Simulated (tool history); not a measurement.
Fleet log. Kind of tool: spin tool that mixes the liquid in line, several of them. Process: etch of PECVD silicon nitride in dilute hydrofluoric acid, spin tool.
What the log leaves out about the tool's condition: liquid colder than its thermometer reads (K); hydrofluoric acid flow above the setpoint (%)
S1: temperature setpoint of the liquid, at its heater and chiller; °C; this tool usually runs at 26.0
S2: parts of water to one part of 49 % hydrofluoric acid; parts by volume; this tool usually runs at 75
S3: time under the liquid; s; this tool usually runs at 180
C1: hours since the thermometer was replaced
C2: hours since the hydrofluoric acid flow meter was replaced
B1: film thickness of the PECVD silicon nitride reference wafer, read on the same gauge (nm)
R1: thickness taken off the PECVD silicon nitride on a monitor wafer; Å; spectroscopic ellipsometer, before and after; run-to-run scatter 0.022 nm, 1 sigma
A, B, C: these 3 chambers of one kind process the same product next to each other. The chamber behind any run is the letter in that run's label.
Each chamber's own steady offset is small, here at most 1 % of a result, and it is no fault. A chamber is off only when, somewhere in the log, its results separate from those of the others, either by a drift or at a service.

run,hour,S1,S2,S3,C1,C2,B1,R1
1B,13.4,26.0,75,180,240.3,380.1,100.010,49.272
2C,25.5,26.0,75,180,696.6,1208.5,100.010,49.567
3A,36.5,26.0,75,180,1117.9,818.7,99.989,49.857
4C,43.3,26.0,75,180,714.4,1226.3,100.000,49.771
5A,55.5,26.0,75,180,1136.9,837.7,100.000,49.866
6B,64.6,26.0,75,180,291.5,431.3,99.977,49.247
7C,76.6,26.0,75,110,747.7,1259.6,100.000,30.186
8B,91.0,26.0,75,110,317.9,457.7,99.982,30.229
9A,103.3,26.0,75,110,1184.7,885.5,99.999,30.478
10A,114.7,26.0,75,180,1196.1,896.9,99.978,49.854
11C,128.0,26.0,75,180,799.1,1311.0,100.020,48.968
12B,141.4,26.0,75,180,368.3,508.1,100.000,49.339
13C,153.2,26.0,75,180,824.3,1336.2,100.000,49.062
14A,167.1,26.0,75,180,1248.5,949.3,100.010,49.596
15B,179.1,26.0,75,180,406.0,545.8,100.000,49.578
16C,194.0,26.0,75,180,865.1,1377.0,100.000,49.010
# hour 195.5: chamber B: hydrofluoric acid flow meter replaced
17B,202.1,26.0,75,180,429.0,6.7,100.000,48.990
# hour 209.9: chamber A: hydrofluoric acid flow meter replaced
18A,213.6,26.0,75,180,1295.0,3.8,99.970,49.881
19A,220.6,26.0,75,180,1302.0,10.8,100.010,49.784
20B,234.4,26.0,75,180,461.3,39.0,99.989,49.691
21C,244.2,26.0,75,180,915.3,1427.2,100.000,49.495
22A,252.1,26.0,75,180,1333.5,42.3,100.010,49.757
23B,264.6,26.0,75,180,491.5,69.2,99.991,49.034

For the next run the whole fleet of 3 chambers uses the same settings. Give each chamber's results:
24A,275.2,23.5,75,180,,,,?
24B,275.2,23.5,75,180,,,,?
24C,275.2,23.5,75,180,,,,?

run,R1
24A,42.504
24B,41.951
24C,41.596

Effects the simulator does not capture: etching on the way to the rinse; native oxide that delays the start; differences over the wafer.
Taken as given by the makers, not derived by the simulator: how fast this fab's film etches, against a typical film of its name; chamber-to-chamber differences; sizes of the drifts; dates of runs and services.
